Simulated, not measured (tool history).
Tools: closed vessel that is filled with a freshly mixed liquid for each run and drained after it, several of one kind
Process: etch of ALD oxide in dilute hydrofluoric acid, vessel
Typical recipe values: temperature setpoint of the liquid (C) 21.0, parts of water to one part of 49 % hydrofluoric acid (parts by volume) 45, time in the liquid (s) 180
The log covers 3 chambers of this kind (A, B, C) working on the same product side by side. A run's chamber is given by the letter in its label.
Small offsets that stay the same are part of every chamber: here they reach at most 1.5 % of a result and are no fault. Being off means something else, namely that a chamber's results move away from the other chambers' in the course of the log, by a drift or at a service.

run	hour	temperature setpoint of the liquid (C)	parts of water to one part of 49 % hydrofluoric acid (parts by volume)	time in the liquid (s)	read-back film thickness of the ALD oxide reference wafer, read on the same gauge (nm)	thickness taken off the ALD oxide on a monitor wafer (nm)
1B	5.7	21.0	45	180	110.02	51.151
2C	9.3	21.0	45	180	110.00	51.500
3A	13.6	21.0	45	180	110.03	51.469
4A	19.0	21.0	45	180	110.02	51.062
5C	24.6	21.0	45	180	109.99	51.237
6B	28.6	21.0	45	180	110.01	51.468
7B	34.3	21.0	45	180	110.03	51.340
8C	37.8	21.0	45	180	110.03	51.418
9A	40.6	21.0	45	180	109.96	51.152
10B	44.5	21.0	45	180	109.96	51.557
11C	47.8	21.0	45	180	109.94	51.600
12A	52.3	25.0	35	180	109.99	77.916
13C	57.4	25.0	35	180	110.04	79.660
14B	62.9	25.0	35	180	109.98	79.506
15A	65.7	21.0	45	180	109.96	51.092
16B	71.7	21.0	45	180	109.98	51.737
17C	77.1	17.0	45	270	109.98	65.097
18A	81.8	17.0	45	270	109.96	64.930
19B	85.7	17.0	45	270	110.00	65.408
20C	89.9	21.0	45	180	110.01	51.215
21A	95.3	21.0	45	180	109.96	51.465
22B	98.8	21.0	45	265	109.99	75.903
# hour 100.1: chamber A: thermometer replaced
23A	102.8	21.0	45	265	110.02	75.281
24C	108.2	21.0	45	265	109.95	76.055
25B	112.3	18.5	45	180	109.99	46.125
26C	115.7	18.5	45	180	110.00	46.537
27A	118.7	18.5	45	180	110.02	45.976
28B	121.8	21.0	45	180	109.99	51.628
29A	124.7	21.0	45	180	109.97	51.054
30C	127.9	21.0	45	180	109.99	51.564
31C	132.0	21.0	45	180	109.99	51.862
32B	137.3	21.0	45	180	110.00	51.472

For the next run the whole fleet of 3 chambers uses the same settings. Give each chamber's results:
33A	141.6	23.5	45	180		?
33B	141.6	23.5	45	180		?
33C	141.6	23.5	45	180		?

run	thickness taken off the ALD oxide on a monitor wafer (nm)
33A	56.617
33B	56.916
33C	56.969

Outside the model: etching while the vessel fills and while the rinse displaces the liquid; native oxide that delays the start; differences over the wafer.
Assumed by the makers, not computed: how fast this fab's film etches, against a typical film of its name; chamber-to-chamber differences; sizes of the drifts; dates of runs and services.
